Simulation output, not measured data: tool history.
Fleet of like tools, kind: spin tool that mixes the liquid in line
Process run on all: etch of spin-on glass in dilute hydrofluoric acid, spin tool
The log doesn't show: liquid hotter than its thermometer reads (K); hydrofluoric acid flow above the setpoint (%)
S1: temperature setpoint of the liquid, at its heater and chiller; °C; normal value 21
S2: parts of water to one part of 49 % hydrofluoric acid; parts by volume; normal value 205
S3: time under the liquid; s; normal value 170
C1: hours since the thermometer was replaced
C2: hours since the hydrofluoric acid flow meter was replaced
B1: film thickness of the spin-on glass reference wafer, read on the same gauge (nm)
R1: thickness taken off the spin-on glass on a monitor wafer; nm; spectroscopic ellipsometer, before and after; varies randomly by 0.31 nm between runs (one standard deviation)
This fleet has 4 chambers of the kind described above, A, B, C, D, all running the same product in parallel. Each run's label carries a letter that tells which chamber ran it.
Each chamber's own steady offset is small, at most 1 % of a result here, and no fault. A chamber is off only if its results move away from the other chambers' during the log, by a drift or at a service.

run	hour	S1	S2	S3	C1	C2	B1	R1
1D	4.0	21	205	170	945.2	158.0	120.04	37.931
2C	8.5	21	205	170	1245.5	781.2	119.99	38.110
3A	14.9	21	205	170	759.6	350.9	120.01	38.502
4B	19.3	21	205	170	340.6	303.1	120.00	37.837
5A	24.3	21	205	170	769.0	360.3	119.98	37.488
6D	28.9	21	205	170	970.1	182.9	120.00	38.077
7C	32.3	21	205	170	1269.3	805.0	120.03	38.213
8B	38.3	21	205	170	359.6	322.1	119.99	38.222
9D	42.9	24	205	235	984.1	196.9	119.99	57.924
10A	46.0	24	205	235	790.7	382.0	120.01	58.966
11B	50.8	24	205	235	372.1	334.6	120.00	58.913
12C	56.7	24	205	235	1293.7	829.4	120.01	58.754
13A	61.3	21	205	170	806.0	397.3	120.01	38.585
14B	67.0	21	205	170	388.3	350.8	120.02	38.860
15D	70.2	21	205	125	1011.4	224.2	120.01	27.918
16C	74.2	21	205	125	1311.2	846.9	119.99	27.771
17C	80.4	21	205	125	1317.4	853.1	119.99	27.742
18A	84.1	21	205	125	828.8	420.1	120.00	27.802
19D	89.7	21	205	170	1030.9	243.7	120.02	37.444
20B	93.6	21	205	170	414.9	377.4	119.97	38.852
21B	96.8	21	205	170	418.1	380.6	120.01	39.054
# hour 99.7: chamber D: thermometer replaced
22A	101.7	21	205	170	846.4	437.7	119.99	38.318
23D	108.1	21	205	265	8.4	262.1	120.01	58.901
24C	112.4	21	205	265	1349.4	885.1	119.99	59.049
25B	118.2	21	205	265	439.5	402.0	119.98	62.127
26A	124.0	21	205	265	868.7	460.0	120.00	59.300
27C	129.1	21	205	170	1366.1	901.8	119.99	38.106
28D	132.2	21	205	170	32.5	286.2	119.98	37.782
29D	138.0	21	205	170	38.3	292.0	120.01	38.068
30C	142.7	21	205	170	1379.7	915.4	120.01	37.578
31A	148.0	21	170	100	892.7	484.0	119.98	28.197
32B	153.7	21	170	100	475.0	437.5	119.99	29.801
33C	159.1	21	170	100	1396.1	931.8	120.00	27.637
34B	165.7	21	170	100	487.0	449.5	119.98	30.017
35A	171.6	21	205	170	916.3	507.6	120.01	38.488
36D	175.4	21	205	170	75.7	329.4	119.99	37.818
37C	181.8	21	205	240	1418.8	954.5	120.00	53.164
38B	184.7	21	205	240	506.0	468.5	120.01	57.576
39D	190.6	21	205	240	90.9	344.6	120.02	53.464
40A	194.5	21	205	240	939.2	530.5	120.02	54.380
41A	200.1	21	205	170	944.8	536.1	120.00	38.164
42C	206.2	21	205	170	1443.2	978.9	120.00	38.587
43D	212.0	21	205	170	112.3	366.0	120.00	37.442
44B	216.5	21	205	170	537.8	500.3	119.99	41.711

What goes on in this fleet: one chamber off, a drifting gauge, or nothing beyond the chambers' own small offsets? Name the chamber and the cause, if any.

It is chamber B that slowly wanders off from its peers.
Cause: hydrofluoric acid flow above the setpoint (%) = 8.3.
Not necessarily distinguishable in this log from: liquid hotter than its thermometer reads (K).

Chamber B could run next with any of the 4 candidate recipes listed below; each alters the usual settings, and their results appear as question marks. Which one brings its results back in line with what the other chambers deliver on the usual settings?
To be in line, a result may differ from the other chambers' mean on the usual settings by at most: R1 1.100 nm
45B-1	221.3	21.5	205	185				?
45B-2	221.3	21.0	205	155				?
45B-3	221.3	22.0	205	170				?
45B-4	221.3	20.0	205	170				?

Usual-settings mean across the other chambers: R1 37.962 nm
run	R1
45B-1	46.606
45B-2	38.321
45B-3	43.651
45B-4	40.452
It is 45B-2 that realigns the chamber with its peers.

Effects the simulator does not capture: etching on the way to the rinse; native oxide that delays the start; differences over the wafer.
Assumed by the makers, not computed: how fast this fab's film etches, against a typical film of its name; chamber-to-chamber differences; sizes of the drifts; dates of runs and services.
